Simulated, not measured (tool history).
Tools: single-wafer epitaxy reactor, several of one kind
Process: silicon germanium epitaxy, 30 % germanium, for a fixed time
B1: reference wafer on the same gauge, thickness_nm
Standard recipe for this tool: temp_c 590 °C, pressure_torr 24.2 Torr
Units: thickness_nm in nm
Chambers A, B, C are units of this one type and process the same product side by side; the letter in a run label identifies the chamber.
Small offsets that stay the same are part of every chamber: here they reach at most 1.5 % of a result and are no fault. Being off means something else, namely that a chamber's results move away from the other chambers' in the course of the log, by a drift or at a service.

run 1B hour=5.4 | temp_c=590 pressure_torr=24.2 | B1=46.483 | thickness_nm=52.59
run 2A hour=8.6 | temp_c=590 pressure_torr=24.2 | B1=46.498 | thickness_nm=53.052
run 3C hour=13.8 | temp_c=590 pressure_torr=24.2 | B1=46.48 | thickness_nm=52.832
run 4A hour=17.9 | temp_c=590 pressure_torr=24.2 | B1=46.479 | thickness_nm=53.629
run 5B hour=23 | temp_c=590 pressure_torr=24.2 | B1=46.495 | thickness_nm=52.263
run 6C hour=25.7 | temp_c=590 pressure_torr=24.2 | B1=46.516 | thickness_nm=52.665
run 7B hour=28.2 | temp_c=590 pressure_torr=24.2 | B1=46.457 | thickness_nm=52.477
run 8A hour=30.8 | temp_c=590 pressure_torr=24.2 | B1=46.537 | thickness_nm=53.133
run 9C hour=35.8 | temp_c=590 pressure_torr=24.2 | B1=46.526 | thickness_nm=52.602
run 10B hour=41.5 | temp_c=590 pressure_torr=24.2 | B1=46.488 | thickness_nm=52.441
run 11A hour=47 | temp_c=590 pressure_torr=24.2 | B1=46.515 | thickness_nm=52.895
run 12C hour=51.6 | temp_c=590 pressure_torr=24.2 | B1=46.481 | thickness_nm=52.777
run 13C hour=55.2 | temp_c=590 pressure_torr=24.2 | B1=46.52 | thickness_nm=52.858
run 14B hour=60.5 | temp_c=590 pressure_torr=24.2 | B1=46.494 | thickness_nm=52.468
run 15A hour=63.3 | temp_c=590 pressure_torr=24.2 | B1=46.484 | thickness_nm=53.197
run 16C hour=67 | temp_c=590 pressure_torr=24.2 | B1=46.478 | thickness_nm=52.829
run 17A hour=69.5 | temp_c=590 pressure_torr=24.2 | B1=46.501 | thickness_nm=52.869
run 18B hour=74.5 | temp_c=590 pressure_torr=24.2 | B1=46.522 | thickness_nm=52.219
run 19A hour=79.8 | temp_c=590 pressure_torr=24.2 | B1=46.471 | thickness_nm=53.264
run 20B hour=82.4 | temp_c=590 pressure_torr=24.2 | B1=46.536 | thickness_nm=52.277
run 21C hour=86 | temp_c=590 pressure_torr=24.2 | B1=46.497 | thickness_nm=52.624
run 22A hour=89.7 | temp_c=590 pressure_torr=24.2 | B1=46.497 | thickness_nm=52.934
run 23B hour=93.8 | temp_c=590 pressure_torr=24.2 | B1=46.523 | thickness_nm=52.34
run 24C hour=98.5 | temp_c=590 pressure_torr=24.2 | B1=46.525 | thickness_nm=52.989
run 25B hour=103 | temp_c=590 pressure_torr=24.2 | B1=46.547 | thickness_nm=52.134
run 26C hour=106 | temp_c=590 pressure_torr=24.2 | B1=46.5 | thickness_nm=52.656
run 27A hour=111.2 | temp_c=590 pressure_torr=21.9 | B1=46.479 | thickness_nm=51.101
run 28C hour=116.7 | temp_c=590 pressure_torr=21.9 | B1=46.495 | thickness_nm=50.977
run 29B hour=119.4 | temp_c=590 pressure_torr=21.9 | B1=46.509 | thickness_nm=50.375
run 30A hour=124.5 | temp_c=590 pressure_torr=24.2 | B1=46.493 | thickness_nm=53.217
run 31A hour=129.7 | temp_c=590 pressure_torr=24.2 | B1=46.504 | thickness_nm=53.095
run 32B hour=133.8 | temp_c=585 pressure_torr=24.2 | B1=46.496 | thickness_nm=47.388
run 33C hour=137.9 | temp_c=585 pressure_torr=24.2 | B1=46.534 | thickness_nm=47.939
run 34C hour=141 | temp_c=585 pressure_torr=24.2 | B1=46.499 | thickness_nm=48.147
run 35A hour=143.7 | temp_c=590 pressure_torr=24.2 | B1=46.505 | thickness_nm=53.066
run 36B hour=149.2 | temp_c=590 pressure_torr=24.2 | B1=46.477 | thickness_nm=52.441
run 37B hour=154.3 | temp_c=590 pressure_torr=24.2 | B1=46.503 | thickness_nm=52.103
run 38A hour=158.3 | temp_c=590 pressure_torr=24.2 | B1=46.488 | thickness_nm=52.919
run 39C hour=161.6 | temp_c=590 pressure_torr=24.2 | B1=46.48 | thickness_nm=52.684
run 40B hour=165.2 | temp_c=583 pressure_torr=22.4 | B1=46.534 | thickness_nm=44.217
run 41C hour=169.4 | temp_c=583 pressure_torr=22.4 | B1=46.471 | thickness_nm=44.867
run 42A hour=174.9 | temp_c=583 pressure_torr=22.4 | B1=46.505 | thickness_nm=45.386
run 43B hour=180.3 | temp_c=590 pressure_torr=24.2 | B1=46.458 | thickness_nm=52.153

Is one chamber out of step, is the gauge drifting, or do the chambers differ by no more than their own small offsets? For an off chamber, give its letter and the likeliest cause.

No chamber is off and the gauge is stable; the differences are just each chamber's small, constant offset.

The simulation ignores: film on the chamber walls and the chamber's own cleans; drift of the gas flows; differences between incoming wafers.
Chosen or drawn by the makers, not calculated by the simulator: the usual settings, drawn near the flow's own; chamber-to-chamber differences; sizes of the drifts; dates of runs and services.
